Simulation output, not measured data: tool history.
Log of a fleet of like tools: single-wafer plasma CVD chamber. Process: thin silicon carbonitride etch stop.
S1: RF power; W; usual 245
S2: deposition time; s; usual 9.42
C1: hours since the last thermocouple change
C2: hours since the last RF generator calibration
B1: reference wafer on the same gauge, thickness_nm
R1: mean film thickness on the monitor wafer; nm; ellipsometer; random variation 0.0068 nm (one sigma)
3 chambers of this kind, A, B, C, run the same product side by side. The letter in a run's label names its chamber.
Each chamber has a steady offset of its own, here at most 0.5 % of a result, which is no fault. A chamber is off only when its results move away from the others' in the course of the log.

run  hour   S1     S2      C1      C2      B1      R1
 1B   4.7  245   9.42    78.8  1952.1  6.1325  5.7208
 2C   8.6  245   9.42  1309.4   488.2  6.1336  5.7001
 3A  10.9  245   9.42  1004.4  1832.0  6.1342  5.7036
 4A  15.2  245   9.42  1008.7  1836.3  6.1359  5.7003
 5C  17.9  245   9.42  1318.7   497.5  6.1371  5.6984
 6B  21.2  245   9.42    95.3  1968.6  6.1365  5.7263
 7C  25.7  245   9.42  1326.5   505.3  6.1389  5.7055
 8B  29.2  245   9.42   103.3  1976.6  6.1419  5.7311
 9A  34.1  245   9.42  1027.6  1855.2  6.1433  5.7132
10B  38.9  290  10.75   113.0  1986.3  6.1450  6.8801
11A  41.9  290  10.75  1035.4  1863.0  6.1463  6.8430
12C  45.2  290  10.75  1346.0   524.8  6.1487  6.8309
13C  48.2  245   9.42  1349.0   527.8  6.1492  5.7033
14B  51.0  245   9.42   125.1  1998.4  6.1505  5.7307
15A  53.2  260  10.31  1046.7  1874.3  6.1479  6.3700
16B  57.0  260  10.31   131.1  2004.4  6.1524  6.3946
17A  59.9  260  10.31  1053.4  1881.0  6.1524  6.3646
18C  62.0  245   9.42  1362.8   541.6  6.1535  5.7045
19C  64.7  285  10.15  1365.5   544.3  6.1520  6.4154
20B  69.4  285  10.15   143.5  2016.8  6.1573  6.4880
21A  71.8  285  10.15  1065.3  1892.9  6.1590  6.4344
22B  74.5  245   9.42   148.6  2021.9  6.1579  5.7458
23C  77.3  245   9.42  1378.1   556.9  6.1586  5.7178

What goes on in this fleet: one chamber off, a drifting gauge, or nothing beyond the chambers' own small offsets? Name the chamber and the cause, if any.

The gauge drifts, so all chambers seem to drift together. No chamber is off.
Cause: gauge reads high (%) = 0.498.
